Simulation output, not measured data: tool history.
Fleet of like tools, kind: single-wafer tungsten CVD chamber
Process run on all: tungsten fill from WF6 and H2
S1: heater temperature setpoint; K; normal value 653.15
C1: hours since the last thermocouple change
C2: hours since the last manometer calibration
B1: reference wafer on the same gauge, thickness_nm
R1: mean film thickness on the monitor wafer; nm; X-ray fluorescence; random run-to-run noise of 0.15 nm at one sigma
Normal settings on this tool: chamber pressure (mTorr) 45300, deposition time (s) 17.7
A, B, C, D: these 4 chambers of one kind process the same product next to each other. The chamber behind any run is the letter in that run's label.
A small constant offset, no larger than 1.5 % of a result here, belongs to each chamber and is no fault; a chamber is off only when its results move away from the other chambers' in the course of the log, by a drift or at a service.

{"run": "1A", "hour": 9.3, "S1": 653.15, "chamber pressure (mTorr)": 45300, "deposition time (s)": 17.7, "C1": 523.6, "C2": 870.6, "B1": 35.587, "R1": 42.736}
{"run": "2C", "hour": 16.3, "S1": 653.15, "chamber pressure (mTorr)": 45300, "deposition time (s)": 17.7, "C1": 477.1, "C2": 1522.9, "B1": 35.589, "R1": 41.719}
{"run": "3B", "hour": 27.6, "S1": 653.15, "chamber pressure (mTorr)": 45300, "deposition time (s)": 17.7, "C1": 673, "C2": 1269.6, "B1": 35.6, "R1": 42.066}
{"run": "4D", "hour": 37.9, "S1": 653.15, "chamber pressure (mTorr)": 45300, "deposition time (s)": 17.7, "C1": 1098.1, "C2": 941, "B1": 35.555, "R1": 42.276}
{"run": "5D", "hour": 47.2, "S1": 653.15, "chamber pressure (mTorr)": 45300, "deposition time (s)": 17.7, "C1": 1107.4, "C2": 950.3, "B1": 35.599, "R1": 42.21}
{"run": "6C", "hour": 53.7, "S1": 653.15, "chamber pressure (mTorr)": 45300, "deposition time (s)": 17.7, "C1": 514.5, "C2": 1560.3, "B1": 35.595, "R1": 41.745}
{"run": "7B", "hour": 59.5, "S1": 653.15, "chamber pressure (mTorr)": 45300, "deposition time (s)": 17.7, "C1": 704.9, "C2": 1301.5, "B1": 35.603, "R1": 42.213}
{"run": "8A", "hour": 65.9, "S1": 653.15, "chamber pressure (mTorr)": 45300, "deposition time (s)": 17.7, "C1": 580.2, "C2": 927.2, "B1": 35.6, "R1": 42.873}
{"run": "9B", "hour": 71.8, "S1": 653.15, "chamber pressure (mTorr)": 45300, "deposition time (s)": 17.7, "C1": 717.2, "C2": 1313.8, "B1": 35.563, "R1": 41.956}
{"hour": 77.1, "done": "chamber B: capacitance manometer re-zeroed and calibrated"}
{"run": "10D", "hour": 79.6, "S1": 653.15, "chamber pressure (mTorr)": 35300, "deposition time (s)": 17.7, "C1": 1139.8, "C2": 982.7, "B1": 35.568, "R1": 37.65}
{"hour": 83.6, "done": "chamber D: thermocouple changed; heater temperature recalibrated"}
{"run": "11A", "hour": 87.9, "S1": 653.15, "chamber pressure (mTorr)": 35300, "deposition time (s)": 17.7, "C1": 602.2, "C2": 949.2, "B1": 35.601, "R1": 38.131}
{"run": "12C", "hour": 98.0, "S1": 653.15, "chamber pressure (mTorr)": 35300, "deposition time (s)": 17.7, "C1": 558.8, "C2": 1604.6, "B1": 35.631, "R1": 37.149}
{"run": "13C", "hour": 105.4, "S1": 653.15, "chamber pressure (mTorr)": 35300, "deposition time (s)": 17.7, "C1": 566.2, "C2": 1612, "B1": 35.625, "R1": 37.105}
{"run": "14A", "hour": 114.4, "S1": 653.15, "chamber pressure (mTorr)": 36600, "deposition time (s)": 20.5, "C1": 628.7, "C2": 975.7, "B1": 35.602, "R1": 45.131}
{"run": "15B", "hour": 121.9, "S1": 653.15, "chamber pressure (mTorr)": 36600, "deposition time (s)": 20.5, "C1": 767.3, "C2": 44.8, "B1": 35.594, "R1": 43.877}
{"run": "16D", "hour": 131.4, "S1": 653.15, "chamber pressure (mTorr)": 36600, "deposition time (s)": 20.5, "C1": 47.9, "C2": 1034.5, "B1": 35.577, "R1": 44.413}
{"run": "17C", "hour": 141.7, "S1": 653.15, "chamber pressure (mTorr)": 36600, "deposition time (s)": 20.5, "C1": 602.5, "C2": 1648.3, "B1": 35.592, "R1": 43.463}
{"run": "18B", "hour": 148.9, "S1": 653.15, "chamber pressure (mTorr)": 45300, "deposition time (s)": 17.7, "C1": 794.3, "C2": 71.8, "B1": 35.585, "R1": 42.044}
{"run": "19A", "hour": 155.6, "S1": 653.15, "chamber pressure (mTorr)": 45300, "deposition time (s)": 17.7, "C1": 669.9, "C2": 1016.9, "B1": 35.6, "R1": 42.728}
{"run": "20D", "hour": 161.9, "S1": 653.15, "chamber pressure (mTorr)": 45300, "deposition time (s)": 17.7, "C1": 78.4, "C2": 1065, "B1": 35.602, "R1": 42.073}
{"run": "21B", "hour": 168.4, "S1": 653.15, "chamber pressure (mTorr)": 45300, "deposition time (s)": 17.7, "C1": 813.8, "C2": 91.3, "B1": 35.621, "R1": 42.219}
{"run": "22A", "hour": 178.5, "S1": 653.15, "chamber pressure (mTorr)": 45300, "deposition time (s)": 17.7, "C1": 692.8, "C2": 1039.8, "B1": 35.592, "R1": 42.889}
{"run": "23D", "hour": 187.2, "S1": 653.15, "chamber pressure (mTorr)": 45300, "deposition time (s)": 17.7, "C1": 103.7, "C2": 1090.3, "B1": 35.605, "R1": 42.209}
{"run": "24C", "hour": 194.5, "S1": 653.15, "chamber pressure (mTorr)": 36300, "deposition time (s)": 17.7, "C1": 655.3, "C2": 1701.1, "B1": 35.622, "R1": 36.783}
{"run": "25A", "hour": 205.3, "S1": 653.15, "chamber pressure (mTorr)": 36300, "deposition time (s)": 17.7, "C1": 719.6, "C2": 1066.6, "B1": 35.571, "R1": 38.572}
{"run": "26B", "hour": 216.3, "S1": 653.15, "chamber pressure (mTorr)": 36300, "deposition time (s)": 17.7, "C1": 861.7, "C2": 139.2, "B1": 35.584, "R1": 38.012}
{"run": "27D", "hour": 226.8, "S1": 653.15, "chamber pressure (mTorr)": 36300, "deposition time (s)": 17.7, "C1": 143.3, "C2": 1129.9, "B1": 35.634, "R1": 38.115}
{"run": "28C", "hour": 232.9, "S1": 653.15, "chamber pressure (mTorr)": 45300, "deposition time (s)": 17.7, "C1": 693.7, "C2": 1739.5, "B1": 35.643, "R1": 39.947}
{"run": "29B", "hour": 240.5, "S1": 653.15, "chamber pressure (mTorr)": 45300, "deposition time (s)": 17.7, "C1": 885.9, "C2": 163.4, "B1": 35.58, "R1": 41.78}

Has any chamber moved away from the others, gradually or after a service, or does the common gauge drift, or do the chambers differ only by their own small steady offsets? State the chamber and the most likely cause if one applies.

Little by little, chamber C moves away from the other chambers.
Cause: wafer temperature below the value expected at the setpoint (K) = 2.03.
The log may not tell that from: true pressure below the setpoint (%).

Below are 4 candidate recipes for chamber C's next run, each the usual settings with a change, their results shown as question marks. Which of them brings C's results back in line with what the other chambers give on the usual settings?
To be in line, a result may differ from the other chambers' mean on the usual settings by at most: R1 0.52 nm
{"run": "30C-1", "hour": 248.7, "S1": 653.15, "chamber pressure (mTorr)": 42700, "deposition time (s)": 16.2, "R1": "?"}
{"run": "30C-2", "hour": 248.7, "S1": 653.15, "chamber pressure (mTorr)": 51200, "deposition time (s)": 17.7, "R1": "?"}
{"run": "30C-3", "hour": 248.7, "S1": 657.15, "chamber pressure (mTorr)": 46300, "deposition time (s)": 18.2, "R1": "?"}
{"run": "30C-4", "hour": 248.7, "S1": 653.15, "chamber pressure (mTorr)": 45300, "deposition time (s)": 16.7, "R1": "?"}

What the other chambers average on the usual settings: R1 42.429 nm
run=30C-1 R1=35.553
run=30C-2 R1=42.207
run=30C-3 R1=45.022
run=30C-4 R1=37.656
30C-2 is the one that brings the chamber's results back in line with the other chambers.
